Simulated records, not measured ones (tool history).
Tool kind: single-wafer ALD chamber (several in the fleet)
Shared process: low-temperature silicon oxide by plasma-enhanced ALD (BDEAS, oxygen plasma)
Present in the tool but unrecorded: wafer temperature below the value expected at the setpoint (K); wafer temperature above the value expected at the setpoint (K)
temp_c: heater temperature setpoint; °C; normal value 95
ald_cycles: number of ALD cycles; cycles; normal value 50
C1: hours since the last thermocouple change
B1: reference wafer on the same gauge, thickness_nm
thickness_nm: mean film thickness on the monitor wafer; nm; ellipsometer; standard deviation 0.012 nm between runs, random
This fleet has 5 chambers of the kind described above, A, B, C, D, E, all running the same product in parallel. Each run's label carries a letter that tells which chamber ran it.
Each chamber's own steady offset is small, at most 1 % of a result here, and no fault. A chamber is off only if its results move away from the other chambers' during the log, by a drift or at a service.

Run 1A, hour 6.7: usual settings; C1 1194.7; B1 5.9718. Result: thickness_nm 7.3539 nm.
Run 2D, hour 15.7: usual settings; C1 1189.2; B1 5.9692. Result: thickness_nm 7.2607 nm.
Run 3E, hour 23.1: usual settings; C1 1099.5; B1 5.9730. Result: thickness_nm 7.3547 nm.
Run 4C, hour 34.4: usual settings; C1 1201.0; B1 5.9739. Result: thickness_nm 7.2548 nm.
Run 5B, hour 42.0: usual settings; C1 1957.6; B1 5.9731. Result: thickness_nm 7.2939 nm.
Run 6D, hour 52.8: usual settings; C1 1226.3; B1 5.9768. Result: thickness_nm 7.2689 nm.
Run 7E, hour 58.9: usual settings; C1 1135.3; B1 5.9756. Result: thickness_nm 7.3762 nm.
Run 8C, hour 65.5: usual settings but temp_c 84 °C, ald_cycles 40 cycles; C1 1232.1; B1 5.9752. Result: thickness_nm 6.0093 nm.
Run 9B, hour 75.2: usual settings but temp_c 84 °C, ald_cycles 40 cycles; C1 1990.8; B1 5.9786. Result: thickness_nm 6.0584 nm.
At hour 79.3: chamber C: thermocouple changed; heater temperature recalibrated.
Run 10A, hour 81.0: usual settings but temp_c 84 °C, ald_cycles 40 cycles; C1 1269.0; B1 5.9802. Result: thickness_nm 6.1145 nm.
Run 11A, hour 90.0: usual settings but temp_c 84 °C, ald_cycles 40 cycles; C1 1278.0; B1 5.9778. Result: thickness_nm 6.1227 nm.
Run 12D, hour 97.3: usual settings but temp_c 84 °C, ald_cycles 40 cycles; C1 1270.8; B1 5.9814. Result: thickness_nm 6.0386 nm.
Run 13C, hour 104.5: usual settings but temp_c 82 °C, ald_cycles 60 cycles; C1 25.3; B1 5.9842. Result: thickness_nm 9.0718 nm.
Run 14E, hour 109.9: usual settings but temp_c 82 °C, ald_cycles 60 cycles; C1 1186.3; B1 5.9827. Result: thickness_nm 9.2407 nm.
Run 15B, hour 118.1: usual settings but temp_c 82 °C, ald_cycles 60 cycles; C1 2033.7; B1 5.9805. Result: thickness_nm 9.1676 nm.
Run 16E, hour 123.4: usual settings but temp_c 82 °C, ald_cycles 60 cycles; C1 1199.8; B1 5.9848. Result: thickness_nm 9.2320 nm.
Run 17B, hour 133.0: usual settings but temp_c 82 °C, ald_cycles 60 cycles; C1 2048.6; B1 5.9852. Result: thickness_nm 9.1958 nm.
At hour 137.8: chamber D: thermocouple changed; heater temperature recalibrated.
Run 18A, hour 144.8: usual settings; C1 1332.8; B1 5.9878. Result: thickness_nm 7.3494 nm.
Run 19D, hour 154.9: usual settings; C1 17.1; B1 5.9840. Result: thickness_nm 7.2923 nm.
Run 20C, hour 166.7: usual settings but temp_c 104 °C, ald_cycles 56 cycles; C1 87.5; B1 5.9880. Result: thickness_nm 7.9279 nm.
At hour 175.4: chamber B: thermocouple changed; heater temperature recalibrated.
Run 21B, hour 177.1: usual settings but temp_c 104 °C, ald_cycles 56 cycles; C1 1.8; B1 5.9890. Result: thickness_nm 7.9945 nm.
Run 22D, hour 187.3: usual settings but temp_c 104 °C, ald_cycles 56 cycles; C1 49.5; B1 5.9894. Result: thickness_nm 7.9580 nm.
Run 23A, hour 196.3: usual settings but temp_c 104 °C, ald_cycles 56 cycles; C1 1384.3; B1 5.9891. Result: thickness_nm 8.0551 nm.
Run 24C, hour 205.4: usual settings but temp_c 104 °C, ald_cycles 56 cycles; C1 126.2; B1 5.9931. Result: thickness_nm 7.9391 nm.
Run 25E, hour 210.7: usual settings; C1 1287.1; B1 5.9935. Result: thickness_nm 7.3731 nm.
Run 26C, hour 219.1: usual settings; C1 139.9; B1 5.9938. Result: thickness_nm 7.2545 nm.
Run 27A, hour 227.3: usual settings; C1 1415.3; B1 5.9931. Result: thickness_nm 7.3711 nm.
Run 28E, hour 237.3: usual settings; C1 1313.7; B1 5.9955. Result: thickness_nm 7.3814 nm.
Run 29D, hour 244.9: usual settings; C1 107.1; B1 5.9963. Result: thickness_nm 7.2735 nm.
Run 30B, hour 256.3: usual settings; C1 81.0; B1 5.9973. Result: thickness_nm 7.3236 nm.
Run 31D, hour 262.6: usual settings; C1 124.8; B1 5.9967. Result: thickness_nm 7.3019 nm.
Run 32C, hour 269.8: usual settings; C1 190.6; B1 5.9996. Result: thickness_nm 7.2558 nm.
Run 33B, hour 278.8: usual settings; C1 103.5; B1 5.9967. Result: thickness_nm 7.3233 nm.
Run 34E, hour 288.7: usual settings; C1 1365.1; B1 6.0015. Result: thickness_nm 7.3658 nm.
Run 35A, hour 299.8: usual settings but temp_c 107 °C, ald_cycles 57 cycles; C1 1487.8; B1 6.0013. Result: thickness_nm 8.1453 nm.
Run 36C, hour 311.3: usual settings but temp_c 107 °C, ald_cycles 57 cycles; C1 232.1; B1 6.0003. Result: thickness_nm 8.0176 nm.
Run 37D, hour 317.4: usual settings but temp_c 107 °C, ald_cycles 57 cycles; C1 179.6; B1 6.0029. Result: thickness_nm 8.0510 nm.
Run 38B, hour 328.1: usual settings but temp_c 107 °C, ald_cycles 57 cycles; C1 152.8; B1 6.0035. Result: thickness_nm 8.0968 nm.
Run 39E, hour 339.3: usual settings but temp_c 107 °C, ald_cycles 57 cycles; C1 1415.7; B1 6.0074. Result: thickness_nm 8.1609 nm.
Run 40A, hour 345.4: usual settings; C1 1533.4; B1 6.0064. Result: thickness_nm 7.3827 nm.
Run 41D, hour 354.1: usual settings but temp_c 87 °C; C1 216.3; B1 6.0063. Result: thickness_nm 7.5085 nm.
Run 42C, hour 365.0: usual settings but temp_c 87 °C; C1 285.8; B1 6.0102. Result: thickness_nm 7.4967 nm.
Run 43E, hour 373.7: usual settings but temp_c 87 °C; C1 1450.1; B1 6.0082. Result: thickness_nm 7.6004 nm.

All chambers now run identical settings, listed one chamber a line with results as question marks. What results will each chamber show?
Run 44A, hour 382.2: usual settings but temp_c 87 °C. Result: thickness_nm ?.
Run 44B, hour 382.2: usual settings but temp_c 87 °C. Result: thickness_nm ?.
Run 44C, hour 382.2: usual settings but temp_c 87 °C. Result: thickness_nm ?.
Run 44D, hour 382.2: usual settings but temp_c 87 °C. Result: thickness_nm ?.
Run 44E, hour 382.2: usual settings but temp_c 87 °C. Result: thickness_nm ?.

run  thickness_nm
44A        7.5822
44B        7.5510
44C        7.4805
44D        7.5104
44E        7.5907
